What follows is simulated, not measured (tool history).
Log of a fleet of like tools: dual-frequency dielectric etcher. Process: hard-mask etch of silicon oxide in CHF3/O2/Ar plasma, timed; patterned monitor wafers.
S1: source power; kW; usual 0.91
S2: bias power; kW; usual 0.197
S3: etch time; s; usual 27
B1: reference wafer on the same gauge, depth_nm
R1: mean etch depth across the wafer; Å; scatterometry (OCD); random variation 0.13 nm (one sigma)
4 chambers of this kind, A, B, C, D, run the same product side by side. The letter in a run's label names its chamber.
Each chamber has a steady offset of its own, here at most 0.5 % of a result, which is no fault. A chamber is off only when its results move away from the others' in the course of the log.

{"run": "1C", "hour": 7.3, "S1": 0.91, "S2": 0.197, "S3": 27, "B1": 59.492, "R1": 646.74}
{"run": "2B", "hour": 11.3, "S1": 0.91, "S2": 0.197, "S3": 27, "B1": 59.49, "R1": 644.71}
{"hour": 12.8, "done": "chamber A: bias power generator calibrated"}
{"run": "3A", "hour": 17.4, "S1": 0.91, "S2": 0.197, "S3": 27, "B1": 59.517, "R1": 647.07}
{"run": "4D", "hour": 24.9, "S1": 0.91, "S2": 0.197, "S3": 27, "B1": 59.514, "R1": 640.27}
{"run": "5D", "hour": 32.7, "S1": 0.91, "S2": 0.197, "S3": 27, "B1": 59.509, "R1": 640.33}
{"run": "6A", "hour": 40.1, "S1": 0.91, "S2": 0.197, "S3": 27, "B1": 59.526, "R1": 646.67}
{"run": "7B", "hour": 46.3, "S1": 0.91, "S2": 0.197, "S3": 27, "B1": 59.521, "R1": 644.35}
{"run": "8C", "hour": 53.0, "S1": 0.91, "S2": 0.153, "S3": 27, "B1": 59.493, "R1": 594.98}
{"run": "9C", "hour": 59.4, "S1": 0.91, "S2": 0.153, "S3": 27, "B1": 59.483, "R1": 593.67}
{"run": "10D", "hour": 67.7, "S1": 0.91, "S2": 0.153, "S3": 27, "B1": 59.496, "R1": 589.02}
{"hour": 72.2, "done": "chamber D: source power generator calibrated"}
{"run": "11B", "hour": 73.9, "S1": 0.91, "S2": 0.153, "S3": 27, "B1": 59.518, "R1": 593.96}
{"run": "12A", "hour": 78.7, "S1": 0.91, "S2": 0.197, "S3": 27, "B1": 59.535, "R1": 647.28}
{"run": "13D", "hour": 87.4, "S1": 0.91, "S2": 0.197, "S3": 27, "B1": 59.504, "R1": 643.1}
{"run": "14B", "hour": 91.9, "S1": 0.91, "S2": 0.197, "S3": 27, "B1": 59.497, "R1": 646.82}
{"run": "15A", "hour": 98.5, "S1": 0.91, "S2": 0.175, "S3": 34.5, "B1": 59.458, "R1": 797.04}
{"run": "16C", "hour": 103.1, "S1": 0.91, "S2": 0.175, "S3": 34.5, "B1": 59.526, "R1": 795.46}
{"run": "17C", "hour": 108.3, "S1": 0.91, "S2": 0.175, "S3": 34.5, "B1": 59.513, "R1": 791.4}
{"run": "18A", "hour": 113.2, "S1": 0.91, "S2": 0.175, "S3": 34.5, "B1": 59.489, "R1": 793.6}
{"run": "19B", "hour": 120.6, "S1": 0.91, "S2": 0.197, "S3": 27, "B1": 59.497, "R1": 648.1}
{"run": "20D", "hour": 128.8, "S1": 0.91, "S2": 0.197, "S3": 27, "B1": 59.495, "R1": 640.01}
{"run": "21D", "hour": 132.7, "S1": 0.73, "S2": 0.197, "S3": 27, "B1": 59.517, "R1": 588.32}
{"run": "22B", "hour": 137.6, "S1": 0.73, "S2": 0.197, "S3": 27, "B1": 59.531, "R1": 593.88}
{"run": "23A", "hour": 142.4, "S1": 0.73, "S2": 0.197, "S3": 27, "B1": 59.508, "R1": 595.31}
{"hour": 150.0, "done": "chamber B: wet clean of the chamber"}
{"run": "24C", "hour": 150.9, "S1": 0.73, "S2": 0.197, "S3": 27, "B1": 59.477, "R1": 594.05}
{"run": "25C", "hour": 157.4, "S1": 0.91, "S2": 0.244, "S3": 27, "B1": 59.496, "R1": 693.21}
{"hour": 157.7, "done": "chamber D: wet clean of the chamber"}
{"run": "26A", "hour": 161.7, "S1": 0.91, "S2": 0.244, "S3": 27, "B1": 59.55, "R1": 694.87}
{"run": "27D", "hour": 166.9, "S1": 0.91, "S2": 0.244, "S3": 27, "B1": 59.478, "R1": 692.43}
{"run": "28B", "hour": 175.2, "S1": 0.91, "S2": 0.244, "S3": 27, "B1": 59.48, "R1": 695.71}
{"run": "29B", "hour": 179.9, "S1": 0.91, "S2": 0.197, "S3": 27, "B1": 59.488, "R1": 649.23}
{"run": "30D", "hour": 185.5, "S1": 0.91, "S2": 0.197, "S3": 27, "B1": 59.496, "R1": 642.14}
{"run": "31C", "hour": 190.1, "S1": 0.91, "S2": 0.197, "S3": 27, "B1": 59.497, "R1": 645.38}
{"run": "32A", "hour": 198.9, "S1": 0.91, "S2": 0.197, "S3": 27, "B1": 59.486, "R1": 650.1}
{"run": "33C", "hour": 202.9, "S1": 0.91, "S2": 0.197, "S3": 27, "B1": 59.506, "R1": 644.63}
{"run": "34A", "hour": 207.1, "S1": 0.91, "S2": 0.197, "S3": 27, "B1": 59.489, "R1": 648.12}
{"run": "35D", "hour": 214.6, "S1": 0.91, "S2": 0.197, "S3": 27, "B1": 59.528, "R1": 641.03}
{"hour": 216.3, "done": "chamber A: wet clean of the chamber"}
{"run": "36B", "hour": 220.1, "S1": 0.91, "S2": 0.197, "S3": 27, "B1": 59.478, "R1": 645.55}
{"run": "37A", "hour": 225.5, "S1": 0.91, "S2": 0.197, "S3": 27, "B1": 59.494, "R1": 649.8}
{"run": "38B", "hour": 231.7, "S1": 1.01, "S2": 0.197, "S3": 27, "B1": 59.465, "R1": 670.02}
{"run": "39C", "hour": 238.7, "S1": 1.01, "S2": 0.197, "S3": 27, "B1": 59.512, "R1": 671.89}
{"run": "40D", "hour": 244.5, "S1": 1.01, "S2": 0.197, "S3": 27, "B1": 59.48, "R1": 669.84}
{"run": "41C", "hour": 252.2, "S1": 1.01, "S2": 0.197, "S3": 27, "B1": 59.504, "R1": 670.77}

Is one chamber off against the others, does the gauge drift, or is nothing wrong? If a chamber is off, say which, and what the likeliest cause is.

No chamber stands off beyond its own small offset, and the gauge holds steady.
